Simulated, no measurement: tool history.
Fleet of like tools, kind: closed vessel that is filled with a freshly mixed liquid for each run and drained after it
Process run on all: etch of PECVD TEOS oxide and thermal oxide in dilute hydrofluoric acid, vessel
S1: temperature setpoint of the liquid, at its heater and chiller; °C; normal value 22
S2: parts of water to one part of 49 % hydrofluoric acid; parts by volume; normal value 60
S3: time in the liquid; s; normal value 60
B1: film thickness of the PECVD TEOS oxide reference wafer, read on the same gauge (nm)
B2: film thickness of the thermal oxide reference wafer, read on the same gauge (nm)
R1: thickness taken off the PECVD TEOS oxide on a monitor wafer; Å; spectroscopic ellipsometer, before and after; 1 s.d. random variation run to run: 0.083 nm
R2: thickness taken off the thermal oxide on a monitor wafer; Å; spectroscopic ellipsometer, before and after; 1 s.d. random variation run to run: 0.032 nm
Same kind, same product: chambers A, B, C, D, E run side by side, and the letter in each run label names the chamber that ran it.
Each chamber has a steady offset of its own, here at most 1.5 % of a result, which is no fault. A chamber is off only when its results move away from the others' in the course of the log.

run	hour	S1	S2	S3	B1	B2	R1	R2
1D	4.6	22	60	60	130	130.03	142.07	45.628
2B	9.2	22	60	60	129.99	130.03	141.86	46.323
3E	13.4	22	60	60	130.02	130.04	143.29	45.775
4C	16.6	22	60	60	129.97	130	143.08	46.399
5A	21.6	24.5	60	60	130	130.02	158.77	51.288
6A	26.2	24.5	60	60	130	129.96	159.7	50.869
7E	32.5	24.5	60	60	130.01	129.96	157.3	50.975
8C	36.3	24.5	60	60	130.01	129.98	160.22	51.347
9B	42	24.5	60	60	130.02	130.04	158.58	51.424
10D	46.7	22	60	60	130.02	130.07	141.82	45.55
11E	52.1	22	60	60	130	130.03	142.84	45.799
12A	56.3	22	60	60	130.01	129.99	143.18	46.085
13C	59	22	60	60	130.01	130.02	142.26	45.862
14B	62.6	22	60	60	130.02	129.99	142.06	46.718
15D	65.4	22	60	60	130.01	130.01	142.23	45.342
16C	69.3	22	60	60	129.98	129.99	143.09	45.939
17D	75.2	22	60	60	129.98	130.01	142.42	45.28
18A	79.7	22	60	60	130.03	129.97	141.64	45.867
19B	82.7	22	60	60	129.98	129.96	143.54	46.231
20E	88.5	22	70	30	130.01	130.05	60.797	19.498
21D	93.7	22	70	30	130.03	130	60.066	19.012
22E	98.9	22	70	30	130	130	61.121	19.65
23A	103.6	22	70	30	130.01	130.04	60.576	19.252
24C	107.5	22	70	30	129.99	130.02	60.522	19.387
25B	112.5	22	60	60	130.01	130.03	141.04	46.596
26A	115.8	22	60	60	130.01	130	143.66	45.764
27C	121.5	22	60	60	130	129.96	143.3	46.264
28E	127.3	22	60	60	130	129.97	144.7	45.616
29D	130.9	22	60	60	130.02	129.99	141.7	45.041
30B	135.6	22	60	60	130	130	141.86	46.432

Is one chamber off against the others, does the gauge drift, or is nothing wrong? If a chamber is off, say which, and what the likeliest cause is.

All chambers stay in line apart from their small fixed offsets, and the gauge does not drift.
